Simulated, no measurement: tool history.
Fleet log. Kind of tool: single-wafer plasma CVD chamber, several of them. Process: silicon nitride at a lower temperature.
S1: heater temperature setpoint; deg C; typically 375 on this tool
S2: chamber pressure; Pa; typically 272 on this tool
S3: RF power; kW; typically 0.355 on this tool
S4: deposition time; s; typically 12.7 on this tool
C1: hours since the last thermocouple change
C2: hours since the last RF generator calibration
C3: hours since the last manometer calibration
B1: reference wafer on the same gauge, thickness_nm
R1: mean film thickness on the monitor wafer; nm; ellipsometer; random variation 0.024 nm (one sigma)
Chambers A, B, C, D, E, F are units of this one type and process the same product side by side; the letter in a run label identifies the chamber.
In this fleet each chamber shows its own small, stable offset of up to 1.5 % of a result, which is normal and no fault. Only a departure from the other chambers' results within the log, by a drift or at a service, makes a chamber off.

run     day   S1   S2     S3    S4      C1      C2      C3      B1      R1
 1B   0.408  375  272  0.355  12.7  1814.4   524.7  1169.4  18.098  17.464
 2A   0.712  375  272  0.355  12.7  1333.1   717.9  1062.3  18.095  17.781
      0.821  -- chamber D: capacitance manometer re-zeroed and calibrated
 3D   1.133  375  272  0.355  12.7   496.2   697.9     7.6  18.096  17.545
 4E   1.367  375  272  0.355  12.7   444.4  2070.7   405.4  18.092  17.653
 5C   1.667  375  272  0.355  12.7    2366  1072.5    1573  18.088  17.678
 6F   2.012  375  272   0.41  12.7   825.8  1010.9  1156.4  18.087  19.545
 7B   2.367  375  272   0.41  12.7  1861.4   571.7  1216.4  18.086  19.071
      2.462  -- chamber C: thermocouple changed; heater temperature recalibrated
 8D   2.729  375  272   0.41  12.7   534.5   736.2    45.9  18.081  19.137
 9F   3.162  375  272   0.41  12.7   853.4  1038.5    1184  18.078   19.52
10E   3.421  375  272   0.41  12.7   493.7    2120   454.7  18.075  19.237
      3.867  -- chamber E: RF generator calibrated
11C   3.879  375  272   0.41  12.7    34.1  1125.6  1626.1  18.073   19.28
12A   4.121  375  272  0.355  12.7  1414.9   799.7  1144.1  18.072  17.826
13C    4.45  375  272  0.355  12.7    47.8  1139.3  1639.8   18.06  17.616
14B   4.712  375  272  0.355  12.7  1917.7     628  1272.7  18.063  17.396
15A   5.096  375  272  0.355  12.7  1438.3   823.1  1167.5  18.068  17.731
16D   5.412  375  272  0.355  12.7   598.9   800.6   110.3  18.061  17.534
17F   5.796  375  272  0.355  12.7   916.6  1101.7  1247.2  18.057  17.833
18E   6.271  375  272  0.355  12.7   562.1    57.7   523.1   18.05  17.626
19C   6.588  375  272  0.355  12.7    99.1  1190.6  1691.1   18.05  17.605
20A   7.033  375  272  0.355  12.7  1484.8   869.6    1214   18.05  17.777
21E   7.454  375  251  0.355  14.5   590.5    86.1   551.5  18.048  19.618
22F   7.829  375  251  0.355  14.5   965.4  1150.5    1296  18.044  19.925
23D   8.108  375  251  0.355  14.5   663.6   865.3     175  18.046  19.516
24B   8.475  375  251  0.355  14.5    2008   718.3    1363  18.048  19.403
25A   8.833  375  251  0.355  14.5    1528   912.8  1257.2  18.035  19.847
26F   9.121  375  251  0.355  14.5   996.4  1181.5    1327  18.039  19.896
27D   9.496  375  272  0.355  12.7   696.9   898.6   208.3  18.028  17.485
28E   9.833  375  272  0.355  12.7   647.6   143.2   608.6  18.026  17.628
29B    10.3  375  272  0.355  12.7  2051.8   762.1  1406.8  18.033   17.36
30C  10.675  375  272  0.355  12.7   197.2  1288.7  1789.2  18.026  17.564
31E  11.125  375  272  0.355  12.7   678.6   174.2   639.6  18.018  17.595
32B  11.417  375  272  0.355  12.7  2078.6   788.9  1433.6  18.015  17.349
33C  11.858  375  272  0.355  12.7   225.6  1317.1  1817.6  18.013  17.563
34F  12.158  375  272  0.355  12.7  1069.3  1254.4  1399.9  18.007  17.789
35A  12.454  375  272  0.355  12.7  1614.9   999.7  1344.1  18.008  17.734
36D  12.862  375  272  0.355  12.7   777.7   979.4   289.1  18.005  17.474
37E    13.1  375  272  0.355  12.7     726   221.6     687  18.003  17.557
38A  13.529  375  272  0.355  12.7  1640.7  1025.5  1369.9  17.998  17.686

Is one chamber off against the others, does the gauge drift, or is nothing wrong? If a chamber is off, say which, and what the likeliest cause is.

The gauge drifts, so all chambers seem to drift together. No chamber is off.
What lies behind it: gauge reads low (%) = 0.566.

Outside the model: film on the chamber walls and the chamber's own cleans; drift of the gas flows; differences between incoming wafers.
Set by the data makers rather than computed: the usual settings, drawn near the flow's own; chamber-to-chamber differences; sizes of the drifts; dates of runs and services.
